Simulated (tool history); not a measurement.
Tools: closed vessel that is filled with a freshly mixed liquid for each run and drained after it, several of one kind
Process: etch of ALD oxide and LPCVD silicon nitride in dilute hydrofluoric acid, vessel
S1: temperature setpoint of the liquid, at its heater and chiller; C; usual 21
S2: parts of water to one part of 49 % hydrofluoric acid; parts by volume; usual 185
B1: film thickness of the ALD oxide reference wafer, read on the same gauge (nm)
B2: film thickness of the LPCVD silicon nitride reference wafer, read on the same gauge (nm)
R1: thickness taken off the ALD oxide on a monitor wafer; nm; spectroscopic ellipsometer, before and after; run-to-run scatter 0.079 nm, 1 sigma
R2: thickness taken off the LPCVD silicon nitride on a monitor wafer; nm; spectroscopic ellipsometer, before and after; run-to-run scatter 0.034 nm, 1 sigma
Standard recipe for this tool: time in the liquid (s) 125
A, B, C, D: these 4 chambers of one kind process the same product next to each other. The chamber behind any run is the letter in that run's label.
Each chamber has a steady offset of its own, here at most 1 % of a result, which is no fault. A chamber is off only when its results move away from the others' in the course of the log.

At hour 1.9: chamber B: thermometer replaced.
Run 1B, hour 15.2: usual settings; B1 150.02; B2 139.97. Result: R1 8.1056 nm, R2 0.28158 nm.
At hour 26.3: chamber C: thermometer replaced.
Run 2D, hour 27.2: usual settings; B1 150.01; B2 140.00. Result: R1 8.2251 nm, R2 0.28641 nm.
Run 3C, hour 34.7: usual settings; B1 150.00; B2 140.02. Result: R1 8.1868 nm, R2 0.34133 nm.
Run 4A, hour 49.9: usual settings; B1 149.98; B2 139.98. Result: R1 8.2635 nm, R2 0.32097 nm.
Run 5A, hour 65.3: usual settings; B1 150.00; B2 140.01. Result: R1 8.1112 nm, R2 0.35983 nm.
At hour 76.6: chamber A: hydrofluoric acid flow meter replaced.
Run 6B, hour 82.0: usual settings; B1 149.98; B2 140.01. Result: R1 8.2191 nm, R2 0.30635 nm.
Run 7C, hour 94.3: usual settings; B1 149.99; B2 140.00. Result: R1 8.1026 nm, R2 0.34885 nm.
Run 8D, hour 103.7: usual settings; B1 150.00; B2 139.98. Result: R1 8.3132 nm, R2 0.30984 nm.
Run 9A, hour 113.5: usual settings; B1 150.00; B2 139.99. Result: R1 8.0947 nm, R2 0.33715 nm.
Run 10C, hour 127.7: usual settings; B1 149.99; B2 140.00. Result: R1 8.1355 nm, R2 0.35039 nm.
Run 11B, hour 137.8: usual settings; B1 149.96; B2 140.01. Result: R1 8.0515 nm, R2 0.39815 nm.
Run 12D, hour 145.2: usual settings; B1 149.99; B2 140.02. Result: R1 8.1812 nm, R2 0.31795 nm.
Run 13B, hour 154.0: usual settings; B1 150.01; B2 140.02. Result: R1 8.0661 nm, R2 0.28687 nm.
Run 14A, hour 163.4: usual settings; B1 150.00; B2 139.98. Result: R1 8.1625 nm, R2 0.31992 nm.
Run 15C, hour 178.3: usual settings; B1 150.02; B2 139.98. Result: R1 8.0307 nm, R2 0.29579 nm.
Run 16D, hour 194.1: usual settings; B1 150.01; B2 139.99. Result: R1 8.2446 nm, R2 0.25210 nm.
Run 17C, hour 205.9: usual settings; B1 150.01; B2 140.00. Result: R1 7.8490 nm, R2 0.31272 nm.
Run 18D, hour 218.8: usual settings; B1 150.04; B2 139.99. Result: R1 8.1282 nm, R2 0.29989 nm.
Run 19A, hour 233.3: usual settings; B1 149.98; B2 140.00. Result: R1 8.1230 nm, R2 0.34244 nm.
Run 20B, hour 243.8: usual settings; B1 149.99; B2 140.00. Result: R1 8.2400 nm, R2 0.36637 nm.
Run 21D, hour 253.3: usual settings; B1 150.01; B2 139.99. Result: R1 8.2199 nm, R2 0.37694 nm.
Run 22B, hour 265.9: usual settings; B1 149.98; B2 139.99. Result: R1 8.1258 nm, R2 0.29492 nm.
Run 23A, hour 278.7: usual settings; B1 149.97; B2 139.98. Result: R1 8.2344 nm, R2 0.32423 nm.
Run 24C, hour 286.3: usual settings; B1 149.97; B2 139.99. Result: R1 7.9318 nm, R2 0.26996 nm.
Run 25B, hour 297.2: usual settings but time in the liquid (s) 165; B1 149.95; B2 139.99. Result: R1 10.6270 nm, R2 0.40184 nm.
Run 26D, hour 307.2: usual settings but time in the liquid (s) 165; B1 150.00; B2 140.02. Result: R1 10.8210 nm, R2 0.36185 nm.
Run 27A, hour 322.5: usual settings but time in the liquid (s) 165; B1 149.97; B2 140.00. Result: R1 10.8460 nm, R2 0.40970 nm.
Run 28C, hour 336.9: usual settings but time in the liquid (s) 165; B1 150.03; B2 140.00. Result: R1 10.3410 nm, R2 0.38552 nm.
Run 29D, hour 352.8: usual settings; B1 150.02; B2 139.98. Result: R1 8.3585 nm, R2 0.38109 nm.
Run 30C, hour 365.2: usual settings but S2 100 parts by volume, time in the liquid (s) 180; B1 150.00; B2 140.02. Result: R1 22.1160 nm, R2 0.66120 nm.
Run 31A, hour 378.3: usual settings but S2 100 parts by volume, time in the liquid (s) 180; B1 149.99; B2 140.00. Result: R1 24.2690 nm, R2 0.93621 nm.
Run 32B, hour 387.6: usual settings but S2 100 parts by volume, time in the liquid (s) 180; B1 150.01; B2 140.00. Result: R1 24.0490 nm, R2 0.78518 nm.
Run 33D, hour 404.2: usual settings but S2 100 parts by volume, time in the liquid (s) 180; B1 149.98; B2 140.00. Result: R1 23.5640 nm, R2 0.78839 nm.
Run 34C, hour 411.9: usual settings; B1 150.01; B2 139.98. Result: R1 7.5927 nm, R2 0.27353 nm.
Run 35A, hour 420.2: usual settings; B1 150.01; B2 140.01. Result: R1 8.2128 nm, R2 0.37053 nm.
Run 36B, hour 436.8: usual settings; B1 150.02; B2 139.99. Result: R1 8.0479 nm, R2 0.35206 nm.

Does one chamber stand apart from the rest, does the shared gauge drift, or is all well apart from small per-chamber offsets? Give the chamber and the most likely cause, where there is one.

Little by little, chamber C moves away from the other chambers.
Likeliest cause: hydrofluoric acid flow below the setpoint (%) = 7.62.

Chamber C could run next with any of the 4 candidate recipes listed below; each alters the usual settings, and their results appear as question marks. Which one brings its results back in line with what the other chambers deliver on the usual settings?
A result is in line if it is within this distance of the other chambers' mean on the usual settings: R1 0.2800 nm; R2 0.12000 nm
Run 37C-1, hour 448.7: usual settings but S1 21.5 C, S2 180 parts by volume, time in the liquid (s) 130. Result: R1 ?, R2 ?.
Run 37C-2, hour 448.7: usual settings but S2 180 parts by volume. Result: R1 ?, R2 ?.
Run 37C-3, hour 448.7: usual settings but S1 20.5 C, S2 190 parts by volume, time in the liquid (s) 120. Result: R1 ?, R2 ?.
Run 37C-4, hour 448.7: usual settings but S2 190 parts by volume. Result: R1 ?, R2 ?.

Other chambers, usual settings, mean: R1 8.1849 nm; R2 0.31530 nm
  run      R1       R2
37C-1  8.2121  0.32307
37C-2  7.7469  0.30072
37C-3  6.8414  0.26512
37C-4  7.2664  0.28547
With 37C-1, the chamber falls back in line with the rest.

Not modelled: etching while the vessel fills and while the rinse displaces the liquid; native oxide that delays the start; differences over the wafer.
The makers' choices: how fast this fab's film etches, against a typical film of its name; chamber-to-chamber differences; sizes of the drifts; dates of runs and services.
